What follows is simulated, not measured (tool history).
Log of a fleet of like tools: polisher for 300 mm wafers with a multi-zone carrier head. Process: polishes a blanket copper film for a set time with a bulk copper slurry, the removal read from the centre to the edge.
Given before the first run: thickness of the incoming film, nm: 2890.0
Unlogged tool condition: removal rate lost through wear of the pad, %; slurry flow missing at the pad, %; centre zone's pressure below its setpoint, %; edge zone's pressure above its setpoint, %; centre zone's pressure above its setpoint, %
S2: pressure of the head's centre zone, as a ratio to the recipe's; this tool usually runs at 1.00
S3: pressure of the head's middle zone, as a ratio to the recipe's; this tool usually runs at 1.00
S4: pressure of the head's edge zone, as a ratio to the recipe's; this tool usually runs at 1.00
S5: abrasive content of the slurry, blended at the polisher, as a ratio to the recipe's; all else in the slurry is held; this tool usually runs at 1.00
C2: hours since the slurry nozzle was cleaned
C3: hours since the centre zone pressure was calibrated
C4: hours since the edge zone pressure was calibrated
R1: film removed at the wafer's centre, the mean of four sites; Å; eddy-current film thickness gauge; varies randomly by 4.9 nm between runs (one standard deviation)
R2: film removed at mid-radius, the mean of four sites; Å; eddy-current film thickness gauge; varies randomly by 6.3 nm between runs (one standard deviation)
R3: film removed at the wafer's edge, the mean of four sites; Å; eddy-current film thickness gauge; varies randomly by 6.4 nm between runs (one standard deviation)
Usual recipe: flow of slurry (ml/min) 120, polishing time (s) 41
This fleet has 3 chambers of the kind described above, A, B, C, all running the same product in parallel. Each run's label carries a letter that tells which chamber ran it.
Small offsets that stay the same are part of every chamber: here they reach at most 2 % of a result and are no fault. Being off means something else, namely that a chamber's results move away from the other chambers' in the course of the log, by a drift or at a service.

{"run": "1C", "day": 0.233, "flow of slurry (ml/min)": 120, "S2": 1.0, "S3": 1.0, "S4": 1.0, "S5": 1.0, "polishing time (s)": 41, "wafers polished on this pad": 581, "C2": 428.6, "C3": 367.0, "C4": 530.6, "R1": 4266.5, "R2": 4389.5, "R3": 4172.3}
{"day": 0.642, "done": "chamber B: edge zone pressure recalibrated"}
{"run": "2B", "day": 0.712, "flow of slurry (ml/min)": 120, "S2": 1.0, "S3": 1.0, "S4": 1.0, "S5": 1.0, "polishing time (s)": 41, "wafers polished on this pad": 820, "C2": 204.5, "C3": 19.3, "C4": 1.7, "R1": 4249.3, "R2": 4352.1, "R3": 4316.9}
{"run": "3A", "day": 1.208, "flow of slurry (ml/min)": 120, "S2": 1.0, "S3": 1.0, "S4": 1.0, "S5": 1.0, "polishing time (s)": 41, "wafers polished on this pad": 1062, "C2": 134.3, "C3": 742.9, "C4": 121.0, "R1": 4319.7, "R2": 4283.6, "R3": 4291.2}
{"day": 1.438, "done": "chamber C: worn pad replaced by a new one"}
{"run": "4C", "day": 1.492, "flow of slurry (ml/min)": 120, "S2": 1.0, "S3": 1.0, "S4": 1.0, "S5": 1.0, "polishing time (s)": 41, "wafers polished on this pad": 22, "C2": 458.8, "C3": 397.2, "C4": 560.8, "R1": 4247.8, "R2": 4448.1, "R3": 4242.8}
{"run": "5A", "day": 1.833, "flow of slurry (ml/min)": 120, "S2": 1.0, "S3": 1.0, "S4": 1.0, "S5": 1.0, "polishing time (s)": 41, "wafers polished on this pad": 1306, "C2": 149.3, "C3": 757.9, "C4": 136.0, "R1": 4211.4, "R2": 4342.7, "R3": 4379.5}
{"run": "6B", "day": 2.133, "flow of slurry (ml/min)": 120, "S2": 1.0, "S3": 1.0, "S4": 1.0, "S5": 1.0, "polishing time (s)": 41, "wafers polished on this pad": 1375, "C2": 238.6, "C3": 53.4, "C4": 35.8, "R1": 4249.0, "R2": 4245.8, "R3": 4274.1}
{"day": 2.575, "done": "chamber B: worn pad replaced by a new one"}
{"run": "7A", "day": 2.592, "flow of slurry (ml/min)": 120, "S2": 1.0, "S3": 1.0, "S4": 1.0, "S5": 1.0, "polishing time (s)": 41, "wafers polished on this pad": 1602, "C2": 167.5, "C3": 776.1, "C4": 154.2, "R1": 4299.0, "R2": 4311.4, "R3": 4300.7}
{"day": 2.596, "done": "chamber A: worn pad replaced by a new one"}
{"run": "8B", "day": 2.958, "flow of slurry (ml/min)": 120, "S2": 1.0, "S3": 1.0, "S4": 1.0, "S5": 1.0, "polishing time (s)": 41, "wafers polished on this pad": 150, "C2": 258.4, "C3": 73.2, "C4": 55.6, "R1": 4255.4, "R2": 4260.8, "R3": 4300.8}
{"run": "9C", "day": 3.442, "flow of slurry (ml/min)": 120, "S2": 1.0, "S3": 1.0, "S4": 0.94, "S5": 0.85, "polishing time (s)": 41, "wafers polished on this pad": 783, "C2": 505.6, "C3": 444.0, "C4": 607.6, "R1": 4129.1, "R2": 4150.4, "R3": 4033.9}
{"run": "10B", "day": 3.704, "flow of slurry (ml/min)": 120, "S2": 1.0, "S3": 1.0, "S4": 0.94, "S5": 0.85, "polishing time (s)": 41, "wafers polished on this pad": 442, "C2": 276.3, "C3": 91.1, "C4": 73.5, "R1": 4096.1, "R2": 4245.3, "R3": 3966.0}
{"run": "11A", "day": 4.121, "flow of slurry (ml/min)": 120, "S2": 1.0, "S3": 1.0, "S4": 0.94, "S5": 0.85, "polishing time (s)": 41, "wafers polished on this pad": 595, "C2": 204.2, "C3": 812.8, "C4": 190.9, "R1": 4165.1, "R2": 4157.4, "R3": 4153.0}
{"run": "12C", "day": 4.608, "flow of slurry (ml/min)": 120, "S2": 1.0, "S3": 1.0, "S4": 1.0, "S5": 1.0, "polishing time (s)": 41, "wafers polished on this pad": 1239, "C2": 533.6, "C3": 472.0, "C4": 635.6, "R1": 4359.1, "R2": 4346.2, "R3": 4142.9}
{"day": 4.888, "done": "chamber C: worn pad replaced by a new one"}
{"run": "13C", "day": 4.904, "flow of slurry (ml/min)": 120, "S2": 1.0, "S3": 1.0, "S4": 0.94, "S5": 0.75, "polishing time (s)": 41, "wafers polished on this pad": 7, "C2": 540.7, "C3": 479.1, "C4": 642.7, "R1": 4069.0, "R2": 4143.7, "R3": 3965.6}
{"run": "14B", "day": 5.217, "flow of slurry (ml/min)": 120, "S2": 1.0, "S3": 1.0, "S4": 0.94, "S5": 0.75, "polishing time (s)": 41, "wafers polished on this pad": 1032, "C2": 312.6, "C3": 127.4, "C4": 109.8, "R1": 4025.5, "R2": 3983.2, "R3": 3799.2}
{"run": "15A", "day": 5.646, "flow of slurry (ml/min)": 120, "S2": 1.0, "S3": 1.0, "S4": 0.94, "S5": 0.75, "polishing time (s)": 41, "wafers polished on this pad": 1191, "C2": 240.8, "C3": 849.4, "C4": 227.5, "R1": 4041.8, "R2": 4060.0, "R3": 3896.7}
{"day": 5.729, "done": "chamber C: slurry nozzle cleaned"}
{"day": 5.862, "done": "chamber B: worn pad replaced by a new one"}
{"run": "16B", "day": 5.942, "flow of slurry (ml/min)": 120, "S2": 1.0, "S3": 1.0, "S4": 1.0, "S5": 1.0, "polishing time (s)": 41, "wafers polished on this pad": 32, "C2": 330.0, "C3": 144.8, "C4": 127.2, "R1": 4185.7, "R2": 4275.3, "R3": 4193.9}
{"run": "17C", "day": 6.288, "flow of slurry (ml/min)": 120, "S2": 1.0, "S3": 1.0, "S4": 1.0, "S5": 1.0, "polishing time (s)": 41, "wafers polished on this pad": 548, "C2": 13.4, "C3": 512.3, "C4": 675.9, "R1": 4251.7, "R2": 4281.9, "R3": 4353.6}
{"day": 6.688, "done": "chamber A: worn pad replaced by a new one"}
{"run": "18A", "day": 6.742, "flow of slurry (ml/min)": 120, "S2": 1.08, "S3": 1.06, "S4": 1.0, "S5": 1.0, "polishing time (s)": 41, "wafers polished on this pad": 21, "C2": 267.1, "C3": 875.7, "C4": 253.8, "R1": 4769.3, "R2": 4603.7, "R3": 4213.7}
{"run": "19A", "day": 7.021, "flow of slurry (ml/min)": 120, "S2": 1.08, "S3": 1.06, "S4": 1.0, "S5": 1.0, "polishing time (s)": 41, "wafers polished on this pad": 130, "C2": 273.8, "C3": 882.4, "C4": 260.5, "R1": 4656.3, "R2": 4564.9, "R3": 4257.8}
{"run": "20C", "day": 7.354, "flow of slurry (ml/min)": 120, "S2": 1.08, "S3": 1.06, "S4": 1.0, "S5": 1.0, "polishing time (s)": 41, "wafers polished on this pad": 964, "C2": 39.0, "C3": 537.9, "C4": 701.5, "R1": 4738.5, "R2": 4490.7, "R3": 4200.3}
{"day": 7.733, "done": "chamber C: worn pad replaced by a new one"}
{"run": "21B", "day": 7.775, "flow of slurry (ml/min)": 120, "S2": 1.0, "S3": 1.0, "S4": 1.0, "S5": 1.0, "polishing time (s)": 41, "wafers polished on this pad": 748, "C2": 374.0, "C3": 188.8, "C4": 171.2, "R1": 4161.7, "R2": 4252.3, "R3": 4208.2}
{"run": "22C", "day": 8.267, "flow of slurry (ml/min)": 120, "S2": 1.0, "S3": 1.0, "S4": 1.0, "S5": 1.0, "polishing time (s)": 41, "wafers polished on this pad": 209, "C2": 60.9, "C3": 559.8, "C4": 723.4, "R1": 4201.7, "R2": 4448.1, "R3": 4248.0}
{"run": "23A", "day": 8.704, "flow of slurry (ml/min)": 120, "S2": 0.92, "S3": 1.0, "S4": 1.0, "S5": 1.0, "polishing time (s)": 32, "wafers polished on this pad": 787, "C2": 314.2, "C3": 922.8, "C4": 300.9, "R1": 3039.6, "R2": 3471.0, "R3": 3376.5}
{"run": "24B", "day": 9.142, "flow of slurry (ml/min)": 120, "S2": 0.92, "S3": 1.0, "S4": 1.0, "S5": 1.0, "polishing time (s)": 32, "wafers polished on this pad": 1282, "C2": 406.8, "C3": 221.6, "C4": 204.0, "R1": 2910.4, "R2": 3221.1, "R3": 3249.8}
{"day": 9.283, "done": "chamber C: edge zone pressure recalibrated"}
{"run": "25B", "day": 9.454, "flow of slurry (ml/min)": 120, "S2": 0.92, "S3": 1.0, "S4": 1.0, "S5": 1.0, "polishing time (s)": 32, "wafers polished on this pad": 1404, "C2": 414.3, "C3": 229.1, "C4": 211.5, "R1": 2879.1, "R2": 3263.9, "R3": 3300.3}
{"day": 9.646, "done": "chamber B: worn pad replaced by a new one"}
{"run": "26A", "day": 9.746, "flow of slurry (ml/min)": 120, "S2": 1.0, "S3": 1.0, "S4": 1.0, "S5": 1.2, "polishing time (s)": 41, "wafers polished on this pad": 1194, "C2": 339.2, "C3": 947.8, "C4": 325.9, "R1": 4424.4, "R2": 4561.9, "R3": 4482.5}
{"run": "27C", "day": 10.138, "flow of slurry (ml/min)": 120, "S2": 1.0, "S3": 1.0, "S4": 1.0, "S5": 1.2, "polishing time (s)": 41, "wafers polished on this pad": 940, "C2": 105.8, "C3": 604.7, "C4": 20.6, "R1": 4456.4, "R2": 4454.5, "R3": 4412.7}
{"run": "28A", "day": 10.417, "flow of slurry (ml/min)": 120, "S2": 1.0, "S3": 1.0, "S4": 1.0, "S5": 1.2, "polishing time (s)": 41, "wafers polished on this pad": 1456, "C2": 355.3, "C3": 963.9, "C4": 342.0, "R1": 4426.3, "R2": 4531.5, "R3": 4568.8}
{"day": 10.438, "done": "chamber A: worn pad replaced by a new one"}
{"run": "29C", "day": 10.712, "flow of slurry (ml/min)": 120, "S2": 1.0, "S3": 1.0, "S4": 1.0, "S5": 1.0, "polishing time (s)": 41, "wafers polished on this pad": 1164, "C2": 119.6, "C3": 618.5, "C4": 34.4, "R1": 4291.1, "R2": 4239.2, "R3": 4216.3}
{"run": "30B", "day": 11.088, "flow of slurry (ml/min)": 120, "S2": 1.0, "S3": 1.0, "S4": 1.0, "S5": 1.0, "polishing time (s)": 41, "wafers polished on this pad": 563, "C2": 453.5, "C3": 268.3, "C4": 250.7, "R1": 4086.9, "R2": 4103.5, "R3": 4102.4}
{"day": 11.188, "done": "chamber C: worn pad replaced by a new one"}
{"run": "31A", "day": 11.312, "flow of slurry (ml/min)": 120, "S2": 1.0, "S3": 1.0, "S4": 1.0, "S5": 1.0, "polishing time (s)": 41, "wafers polished on this pad": 342, "C2": 376.8, "C3": 985.4, "C4": 363.5, "R1": 4334.0, "R2": 4284.3, "R3": 4330.6}
{"run": "32B", "day": 11.742, "flow of slurry (ml/min)": 120, "S2": 1.0, "S3": 1.0, "S4": 1.0, "S5": 1.0, "polishing time (s)": 41, "wafers polished on this pad": 818, "C2": 469.2, "C3": 284.0, "C4": 266.4, "R1": 3893.5, "R2": 4003.4, "R3": 4140.0}
{"run": "33C", "day": 12.221, "flow of slurry (ml/min)": 120, "S2": 1.0, "S3": 1.0, "S4": 1.0, "S5": 1.0, "polishing time (s)": 41, "wafers polished on this pad": 404, "C2": 155.8, "C3": 654.7, "C4": 70.6, "R1": 4239.5, "R2": 4361.7, "R3": 4218.9}
{"run": "34B", "day": 12.562, "flow of slurry (ml/min)": 120, "S2": 1.0, "S3": 1.0, "S4": 1.0, "S5": 1.0, "polishing time (s)": 41, "wafers polished on this pad": 1139, "C2": 488.9, "C3": 303.7, "C4": 286.1, "R1": 3949.4, "R2": 4018.8, "R3": 4126.9}
{"day": 12.567, "done": "chamber A: slurry nozzle cleaned"}
{"day": 12.646, "done": "chamber A: edge zone pressure recalibrated"}
{"run": "35A", "day": 13.004, "flow of slurry (ml/min)": 100, "S2": 1.0, "S3": 1.0, "S4": 1.0, "S5": 0.8, "polishing time (s)": 41, "wafers polished on this pad": 1002, "C2": 10.5, "C3": 1026.0, "C4": 8.7, "R1": 3921.2, "R2": 3964.0, "R3": 3987.5}
{"day": 13.262, "done": "chamber B: worn pad replaced by a new one"}
{"run": "36C", "day": 13.338, "flow of slurry (ml/min)": 100, "S2": 1.0, "S3": 1.0, "S4": 1.0, "S5": 0.8, "polishing time (s)": 41, "wafers polished on this pad": 840, "C2": 182.6, "C3": 681.5, "C4": 97.4, "R1": 3921.4, "R2": 3935.2, "R3": 3983.3}
{"run": "37A", "day": 13.629, "flow of slurry (ml/min)": 100, "S2": 1.0, "S3": 1.0, "S4": 1.0, "S5": 0.8, "polishing time (s)": 41, "wafers polished on this pad": 1246, "C2": 25.5, "C3": 1041.0, "C4": 23.7, "R1": 3977.5, "R2": 3951.4, "R3": 3906.9}
{"run": "38B", "day": 13.875, "flow of slurry (ml/min)": 120, "S2": 1.0, "S3": 1.0, "S4": 1.0, "S5": 1.0, "polishing time (s)": 41, "wafers polished on this pad": 240, "C2": 520.4, "C3": 335.2, "C4": 317.6, "R1": 3855.4, "R2": 4026.9, "R3": 4152.4}
{"day": 13.942, "done": "chamber A: worn pad replaced by a new one"}
{"run": "39C", "day": 14.158, "flow of slurry (ml/min)": 120, "S2": 1.0, "S3": 1.0, "S4": 1.0, "S5": 1.0, "polishing time (s)": 41, "wafers polished on this pad": 1160, "C2": 202.3, "C3": 701.2, "C4": 117.1, "R1": 4263.6, "R2": 4476.5, "R3": 4255.5}
{"run": "40B", "day": 14.546, "flow of slurry (ml/min)": 120, "S2": 1.0, "S3": 1.0, "S4": 1.0, "S5": 1.0, "polishing time (s)": 55, "wafers polished on this pad": 502, "C2": 536.5, "C3": 351.3, "C4": 333.7, "R1": 5341.9, "R2": 5519.3, "R3": 5412.1}
{"day": 14.662, "done": "chamber C: worn pad replaced by a new one"}
{"run": "41C", "day": 14.854, "flow of slurry (ml/min)": 120, "S2": 1.0, "S3": 1.0, "S4": 1.0, "S5": 1.0, "polishing time (s)": 55, "wafers polished on this pad": 76, "C2": 219.0, "C3": 717.9, "C4": 133.8, "R1": 5769.4, "R2": 5699.5, "R3": 5662.3}
{"run": "42A", "day": 15.1, "flow of slurry (ml/min)": 120, "S2": 1.0, "S3": 1.0, "S4": 1.0, "S5": 1.0, "polishing time (s)": 55, "wafers polished on this pad": 452, "C2": 60.8, "C3": 1076.3, "C4": 59.0, "R1": 5861.2, "R2": 5788.3, "R3": 5771.9}
{"run": "43B", "day": 15.354, "flow of slurry (ml/min)": 120, "S2": 1.0, "S3": 1.0, "S4": 1.0, "S5": 1.0, "polishing time (s)": 41, "wafers polished on this pad": 818, "C2": 555.9, "C3": 370.7, "C4": 353.1, "R1": 3864.6, "R2": 3923.9, "R3": 4042.7}
{"run": "44A", "day": 15.783, "flow of slurry (ml/min)": 120, "S2": 1.0, "S3": 1.0, "S4": 1.0, "S5": 1.0, "polishing time (s)": 41, "wafers polished on this pad": 719, "C2": 77.2, "C3": 1092.7, "C4": 75.4, "R1": 4294.5, "R2": 4310.6, "R3": 4261.1}

Predict what each chamber gives when all 3 of them run the settings below next.
{"run": "45A", "day": 16.154, "flow of slurry (ml/min)": 120, "S2": 1.0, "S3": 1.0, "S4": 1.0, "S5": 1.0, "polishing time (s)": 54, "R1": "?", "R2": "?", "R3": "?"}
{"run": "45B", "day": 16.154, "flow of slurry (ml/min)": 120, "S2": 1.0, "S3": 1.0, "S4": 1.0, "S5": 1.0, "polishing time (s)": 54, "R1": "?", "R2": "?", "R3": "?"}
{"run": "45C", "day": 16.154, "flow of slurry (ml/min)": 120, "S2": 1.0, "S3": 1.0, "S4": 1.0, "S5": 1.0, "polishing time (s)": 54, "R1": "?", "R2": "?", "R3": "?"}

run=45A R1=5570.0 R2=5668.7 R3=5540.9
run=45B R1=5108.7 R2=5139.8 R3=5323.3
run=45C R1=5741.5 R2=5542.6 R3=5602.8

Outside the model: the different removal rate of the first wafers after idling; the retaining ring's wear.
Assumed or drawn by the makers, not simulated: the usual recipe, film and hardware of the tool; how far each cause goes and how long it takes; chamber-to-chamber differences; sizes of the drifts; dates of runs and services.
